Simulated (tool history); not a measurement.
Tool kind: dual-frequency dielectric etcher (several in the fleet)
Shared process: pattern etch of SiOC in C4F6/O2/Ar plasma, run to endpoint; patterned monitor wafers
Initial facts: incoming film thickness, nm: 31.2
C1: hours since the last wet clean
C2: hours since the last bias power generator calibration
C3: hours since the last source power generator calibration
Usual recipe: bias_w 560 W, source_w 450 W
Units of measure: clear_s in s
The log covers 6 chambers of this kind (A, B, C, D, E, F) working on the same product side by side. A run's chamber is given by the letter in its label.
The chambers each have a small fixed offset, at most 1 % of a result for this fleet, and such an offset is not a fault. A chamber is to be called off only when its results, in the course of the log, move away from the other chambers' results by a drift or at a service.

At hour 2.9: chamber B: wet clean of the chamber.
At hour 4.4: chamber C: source power generator calibrated.
Run 1C, hour 12.2: usual settings; C1 349.1; C2 1059.6; C3 7.8. Result: clear_s 9.5907 s.
At hour 24.9: chamber D: wet clean of the chamber.
Run 2D, hour 26.2: usual settings; C1 1.3; C2 1195.7; C3 1603. Result: clear_s 9.7442 s.
Run 3B, hour 33.7: usual settings; C1 30.8; C2 47.4; C3 678.7. Result: clear_s 9.6193 s.
Run 4E, hour 48.5: usual settings; C1 565.1; C2 1268.4; C3 323.1. Result: clear_s 9.5953 s.
Run 5A, hour 59.3: usual settings; C1 69.2; C2 849.8; C3 2516.6. Result: clear_s 9.7157 s.
Run 6F, hour 71.8: usual settings; C1 400.6; C2 2975.9; C3 457.5. Result: clear_s 9.5319 s.
Run 7D, hour 82.9: usual settings; C1 58; C2 1252.4; C3 1659.7. Result: clear_s 9.7392 s.
Run 8F, hour 98.4: usual settings but bias_w 660 W, source_w 530 W; C1 427.2; C2 3002.5; C3 484.1. Result: clear_s 8.4572 s.
At hour 101.7: chamber E: wet clean of the chamber.
Run 9E, hour 105.8: usual settings but bias_w 660 W, source_w 530 W; C1 4.1; C2 1325.7; C3 380.4. Result: clear_s 8.4965 s.
Run 10C, hour 118.1: usual settings but bias_w 660 W, source_w 530 W; C1 455; C2 1165.5; C3 113.7. Result: clear_s 8.4586 s.
Run 11B, hour 132.2: usual settings but bias_w 660 W, source_w 530 W; C1 129.3; C2 145.9; C3 777.2. Result: clear_s 8.545 s.
Run 12A, hour 145.9: usual settings but bias_w 660 W, source_w 530 W; C1 155.8; C2 936.4; C3 2603.2. Result: clear_s 8.5057 s.
Run 13C, hour 158.8: usual settings but bias_w 660 W, source_w 530 W; C1 495.7; C2 1206.2; C3 154.4. Result: clear_s 8.4814 s.
Run 14A, hour 170.4: usual settings; C1 180.3; C2 960.9; C3 2627.7. Result: clear_s 9.6266 s.
At hour 171.6: chamber F: wet clean of the chamber.
Run 15D, hour 185.5: usual settings; C1 160.6; C2 1355; C3 1762.3. Result: clear_s 9.7573 s.
Run 16E, hour 196: usual settings; C1 94.3; C2 1415.9; C3 470.6. Result: clear_s 9.5616 s.
Run 17F, hour 203.9: usual settings but bias_w 489 W, source_w 550 W; C1 32.3; C2 3108; C3 589.6. Result: clear_s 8.9468 s.
Run 18B, hour 216: usual settings but bias_w 489 W, source_w 550 W; C1 213.1; C2 229.7; C3 861. Result: clear_s 9.4475 s.
At hour 228.9: chamber C: wet clean of the chamber.
Run 19D, hour 229.6: usual settings but bias_w 489 W, source_w 550 W; C1 204.7; C2 1399.1; C3 1806.4. Result: clear_s 9.4772 s.
Run 20C, hour 242.1: usual settings but bias_w 489 W, source_w 550 W; C1 13.2; C2 1289.5; C3 237.7. Result: clear_s 9.3398 s.
Run 21F, hour 252.5: usual settings but bias_w 489 W, source_w 550 W; C1 80.9; C2 3156.6; C3 638.2. Result: clear_s 8.952 s.
Run 22B, hour 265.9: usual settings but bias_w 489 W, source_w 550 W; C1 263; C2 279.6; C3 910.9. Result: clear_s 9.444 s.
Run 23A, hour 281.2: usual settings; C1 291.1; C2 1071.7; C3 2738.5. Result: clear_s 9.6967 s.
Run 24E, hour 292.5: usual settings; C1 190.8; C2 1512.4; C3 567.1. Result: clear_s 9.5352 s.
Run 25A, hour 301.2: usual settings; C1 311.1; C2 1091.7; C3 2758.5. Result: clear_s 9.6588 s.
At hour 312: chamber A: wet clean of the chamber.
Run 26B, hour 313: usual settings; C1 310.1; C2 326.7; C3 958. Result: clear_s 9.6554 s.
Run 27E, hour 324.2: usual settings but bias_w 508 W, source_w 350 W; C1 222.5; C2 1544.1; C3 598.8. Result: clear_s 10.846 s.
Run 28D, hour 332.8: usual settings but bias_w 508 W, source_w 350 W; C1 307.9; C2 1502.3; C3 1909.6. Result: clear_s 11.046 s.
Run 29F, hour 341.6: usual settings but bias_w 508 W, source_w 350 W; C1 170; C2 3245.7; C3 727.3. Result: clear_s 10.345 s.
Run 30C, hour 348.7: usual settings but bias_w 508 W, source_w 350 W; C1 119.8; C2 1396.1; C3 344.3. Result: clear_s 10.885 s.
Run 31E, hour 357.8: usual settings but bias_w 508 W, source_w 350 W; C1 256.1; C2 1577.7; C3 632.4. Result: clear_s 10.93 s.
Run 32C, hour 368.4: usual settings but bias_w 508 W, source_w 350 W; C1 139.5; C2 1415.8; C3 364. Result: clear_s 10.919 s.
Run 33A, hour 379.6: usual settings; C1 67.6; C2 1170.1; C3 2836.9. Result: clear_s 9.5905 s.
Run 34B, hour 390.8: usual settings; C1 387.9; C2 404.5; C3 1035.8. Result: clear_s 9.7064 s.
Run 35D, hour 398.2: usual settings but bias_w 464 W; C1 373.3; C2 1567.7; C3 1975. Result: clear_s 10.42 s.
Run 36F, hour 410.6: usual settings but bias_w 464 W; C1 239; C2 3314.7; C3 796.3. Result: clear_s 9.7924 s.
Run 37C, hour 422.4: usual settings but bias_w 464 W; C1 193.5; C2 1469.8; C3 418. Result: clear_s 10.276 s.

For the next run the whole fleet of 6 chambers uses the same settings. Give each chamber's results:
Run 38A, hour 434: usual settings but source_w 350 W. Result: clear_s ?.
Run 38B, hour 434: usual settings but source_w 350 W. Result: clear_s ?.
Run 38C, hour 434: usual settings but source_w 350 W. Result: clear_s ?.
Run 38D, hour 434: usual settings but source_w 350 W. Result: clear_s ?.
Run 38E, hour 434: usual settings but source_w 350 W. Result: clear_s ?.
Run 38F, hour 434: usual settings but source_w 350 W. Result: clear_s ?.

run  clear_s
38A   10.575
38B   10.633
38C   10.481
38D   10.653
38E   10.492
38F   9.9291

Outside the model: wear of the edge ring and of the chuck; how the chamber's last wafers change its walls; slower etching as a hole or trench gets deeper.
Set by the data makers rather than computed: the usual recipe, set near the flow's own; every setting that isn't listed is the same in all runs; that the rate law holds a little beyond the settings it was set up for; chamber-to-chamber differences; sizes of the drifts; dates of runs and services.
